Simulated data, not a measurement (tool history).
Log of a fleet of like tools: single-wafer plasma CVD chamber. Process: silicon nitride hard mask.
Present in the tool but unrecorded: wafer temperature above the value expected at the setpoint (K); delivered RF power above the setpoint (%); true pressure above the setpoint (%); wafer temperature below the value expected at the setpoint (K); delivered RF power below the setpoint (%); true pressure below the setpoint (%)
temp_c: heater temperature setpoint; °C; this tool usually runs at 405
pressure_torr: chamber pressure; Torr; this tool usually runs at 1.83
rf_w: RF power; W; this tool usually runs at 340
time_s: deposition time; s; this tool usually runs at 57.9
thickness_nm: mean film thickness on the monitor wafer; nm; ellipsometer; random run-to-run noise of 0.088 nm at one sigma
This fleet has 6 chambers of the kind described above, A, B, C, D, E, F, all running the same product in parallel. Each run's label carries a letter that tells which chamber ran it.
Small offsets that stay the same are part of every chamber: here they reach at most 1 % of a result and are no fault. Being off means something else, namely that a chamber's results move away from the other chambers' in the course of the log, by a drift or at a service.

| run | day | temp_c | pressure_torr | rf_w | time_s | hours since the last thermocouple change | hours since the last RF generator calibration | hours since the last manometer calibration | read-back reference wafer on the same gauge, thickness_nm | thickness_nm |
|---|---|---|---|---|---|---|---|---|---|---|
| 1A | 0.183 | 405 | 1.83 | 340 | 57.9 | 406.7 | 485.7 | 760.7 | 63.700 | 75.493 |
| 2B | 0.458 | 405 | 1.83 | 340 | 57.9 | 209.8 | 1115.3 | 599.2 | 63.683 | 75.349 |
| 3E | 0.604 | 405 | 1.83 | 340 | 57.9 | 611.0 | 1358.0 | 722.9 | 63.667 | 74.975 |
| 4F | 0.729 | 405 | 1.83 | 340 | 57.9 | 971.2 | 390.5 | 1946.9 | 63.701 | 74.068 |
| 5D | 0.888 | 405 | 1.83 | 340 | 57.9 | 1488.2 | 693.5 | 614.8 | 63.674 | 75.432 |
| 6C | 1.121 | 405 | 1.98 | 390 | 57.9 | 2114.3 | 147.9 | 1832.4 | 63.639 | 83.603 |
| 7F | 1.308 | 405 | 1.98 | 390 | 57.9 | 985.1 | 404.4 | 1960.8 | 63.646 | 82.490 |
| 8B | 1.562 | 405 | 1.98 | 390 | 57.9 | 236.3 | 1141.8 | 625.7 | 63.641 | 83.818 |
| 9D | 1.842 | 405 | 1.98 | 390 | 57.9 | 1511.1 | 716.4 | 637.7 | 63.633 | 83.975 |
| 10A | 2.058 | 405 | 1.98 | 390 | 57.9 | 451.7 | 530.7 | 805.7 | 63.610 | 83.692 |
| 11C | 2.225 | 405 | 1.98 | 390 | 57.9 | 2140.8 | 174.4 | 1858.9 | 63.608 | 83.559 |
| 12E | 2.388 | 405 | 1.83 | 340 | 57.9 | 653.8 | 1400.8 | 765.7 | 63.596 | 74.783 |
| 13A | 2.571 | 405 | 1.43 | 340 | 63.4 | 464.0 | 543.0 | 818.0 | 63.600 | 76.844 |
| 14E | 2.742 | 405 | 1.43 | 340 | 63.4 | 662.3 | 1409.3 | 774.2 | 63.593 | 76.172 |
| 15D | 2.900 | 405 | 1.43 | 340 | 63.4 | 1536.5 | 741.8 | 663.1 | 63.590 | 76.672 |
| 16F | 3.158 | 405 | 1.43 | 340 | 63.4 | 1029.5 | 448.8 | 2005.2 | 63.566 | 75.516 |
| 17B | 3.400 | 405 | 1.43 | 340 | 63.4 | 280.4 | 1185.9 | 669.8 | 63.565 | 76.556 |
| 18C | 3.679 | 405 | 1.43 | 340 | 63.4 | 2175.7 | 209.3 | 1893.8 | 63.560 | 76.493 |
| 19E | 3.888 | 405 | 1.83 | 340 | 57.9 | 689.8 | 1436.8 | 801.7 | 63.551 | 74.831 |
| 20A | 4.038 | 405 | 1.83 | 340 | 57.9 | 499.2 | 578.2 | 853.2 | 63.533 | 75.204 |
| 21D | 4.229 | 405 | 1.83 | 340 | 57.9 | 1568.4 | 773.7 | 695.0 | 63.531 | 75.346 |
| 22F | 4.521 | 405 | 1.83 | 340 | 57.9 | 1062.2 | 481.5 | 2037.9 | 63.511 | 74.011 |
| 23B | 4.762 | 405 | 1.83 | 340 | 57.9 | 313.1 | 1218.6 | 702.5 | 63.519 | 75.053 |
| 24C | 4.925 | 405 | 1.83 | 395 | 57.9 | 2205.6 | 239.2 | 1923.7 | 63.516 | 82.219 |
| 25C | 5.058 | 405 | 1.83 | 395 | 57.9 | 2208.8 | 242.4 | 1926.9 | 63.517 | 82.393 |
| 26D | 5.221 | 405 | 1.83 | 395 | 57.9 | 1592.2 | 797.5 | 718.8 | 63.502 | 82.637 |
| 27E | 5.467 | 405 | 1.83 | 395 | 57.9 | 727.7 | 1474.7 | 839.6 | 63.493 | 81.926 |
| 28A | 5.696 | 405 | 1.83 | 395 | 57.9 | 539.0 | 618.0 | 893.0 | 63.473 | 82.287 |
| 29F | 5.829 | 405 | 1.83 | 395 | 57.9 | 1093.6 | 512.9 | 2069.3 | 63.467 | 81.199 |
| 30B | 6.025 | 405 | 1.83 | 340 | 57.9 | 343.4 | 1248.9 | 732.8 | 63.451 | 75.238 |
| 31E | 6.229 | 405 | 1.83 | 340 | 57.9 | 746.0 | 1493.0 | 857.9 | 63.451 | 74.561 |
| 32F | 6.446 | 405 | 1.83 | 340 | 57.9 | 1108.4 | 527.7 | 2084.1 | 63.447 | 73.925 |
| 33A | 6.717 | 405 | 1.83 | 300 | 57.9 | 563.5 | 642.5 | 917.5 | 63.414 | 69.278 |
| 34C | 6.917 | 405 | 1.83 | 300 | 57.9 | 2253.4 | 287.0 | 1971.5 | 63.429 | 68.926 |
| 35B | 7.100 | 405 | 1.83 | 300 | 57.9 | 369.2 | 1274.7 | 758.6 | 63.422 | 69.017 |
| 36D | 7.250 | 405 | 1.83 | 300 | 57.9 | 1640.9 | 846.2 | 767.5 | 63.415 | 69.159 |
| 37A | 7.400 | 405 | 1.83 | 300 | 57.9 | 579.9 | 658.9 | 933.9 | 63.390 | 69.281 |
| 38F | 7.554 | 405 | 1.83 | 300 | 57.9 | 1135.0 | 554.3 | 2110.7 | 63.416 | 68.022 |

Read the log: is a single chamber off, either drifting away or since a service, is the gauge that measures every chamber drifting, or is nothing wrong beyond small per-chamber offsets? Name any odd chamber and what most likely caused it.

Gauge drift. The chambers move together only on paper, and none stands off.
Likeliest cause: gauge reads low (%) = 0.483.
